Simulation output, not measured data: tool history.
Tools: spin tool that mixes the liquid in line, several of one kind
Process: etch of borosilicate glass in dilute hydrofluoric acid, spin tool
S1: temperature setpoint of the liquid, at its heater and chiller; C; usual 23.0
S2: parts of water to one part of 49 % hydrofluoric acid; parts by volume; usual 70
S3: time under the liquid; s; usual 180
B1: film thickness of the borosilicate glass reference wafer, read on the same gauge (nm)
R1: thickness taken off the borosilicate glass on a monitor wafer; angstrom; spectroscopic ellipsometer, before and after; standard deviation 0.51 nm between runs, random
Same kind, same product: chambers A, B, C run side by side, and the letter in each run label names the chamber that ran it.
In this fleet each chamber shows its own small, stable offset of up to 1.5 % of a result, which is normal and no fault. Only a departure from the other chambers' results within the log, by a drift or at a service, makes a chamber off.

run,day,S1,S2,S3,B1,R1
1A,0.417,23.0,70,180,69.995,512.03
2C,0.683,23.0,70,180,69.989,507.60
3B,0.983,23.0,70,180,69.997,500.63
4A,1.483,23.0,70,180,70.012,510.40
5C,1.796,23.0,70,180,70.001,510.67
6B,2.362,23.0,70,180,70.013,509.99
7B,2.917,23.0,70,180,70.006,510.36
8C,3.333,23.0,70,180,70.005,501.87
9A,3.871,23.0,50,180,70.014,739.41
10A,4.354,23.0,50,180,70.003,734.63
11C,4.612,23.0,50,180,70.007,741.96
12B,4.967,23.0,70,180,70.013,503.36
13B,5.262,23.0,70,180,70.014,504.35
14C,5.771,23.0,70,180,70.009,512.99
15A,6.100,23.0,70,95,70.007,273.77
16B,6.654,23.0,70,95,69.980,265.10
17C,6.942,23.0,70,95,70.007,262.79
18A,7.433,23.0,70,180,70.011,519.98
19A,7.883,23.0,70,180,70.006,519.27
20C,8.217,23.0,55,180,69.993,625.26
21B,8.512,23.0,55,180,70.011,659.37
22C,8.896,23.0,55,180,70.003,624.79
23B,9.325,23.0,70,180,70.009,502.74
24A,9.700,23.0,70,180,70.000,505.76
25B,10.121,23.0,105,280,69.997,498.53
26C,10.446,23.0,105,280,69.988,473.33
27A,10.996,23.0,105,280,69.983,501.63
# day 11.258: chamber B: thermometer replaced
28B,11.321,23.0,70,180,69.993,507.45
29C,11.762,21.5,70,135,69.997,332.05
30A,12.150,21.5,70,135,69.998,361.91
# day 12.212: chamber A: hydrofluoric acid flow meter replaced
31C,12.579,21.5,70,135,70.010,325.91
32A,13.138,23.0,70,180,69.993,523.22
33B,13.429,23.0,70,180,70.023,511.38

Has any chamber moved away from the others, gradually or after a service, or does the common gauge drift, or do the chambers differ only by their own small steady offsets? State the chamber and the most likely cause if one applies.

Little by little, chamber C moves away from the other chambers.
What lies behind it: hydrofluoric acid flow below the setpoint (%) = 9.22.
The log may not separate it from: liquid colder than its thermometer reads (K).

Here are 4 candidates for chamber C's next run, each the usual settings with a change, their results left as question marks. Which one brings its results back in line with what the others give on the usual settings?
Allowed miss from the other chambers' usual-settings mean, per result, to count as in line: R1 18.00 angstrom
34C-1,13.846,23.5,60,180,,?
34C-2,13.846,18.5,70,180,,?
34C-3,13.846,23.5,70,195,,?
34C-4,13.846,22.5,75,180,,?

The mean the other chambers reach with the usual settings: R1 509.44 angstrom
run,R1
34C-1,552.06
34C-2,378.64
34C-3,504.81
34C-4,414.61
With 34C-3, the chamber falls back in line with the rest.
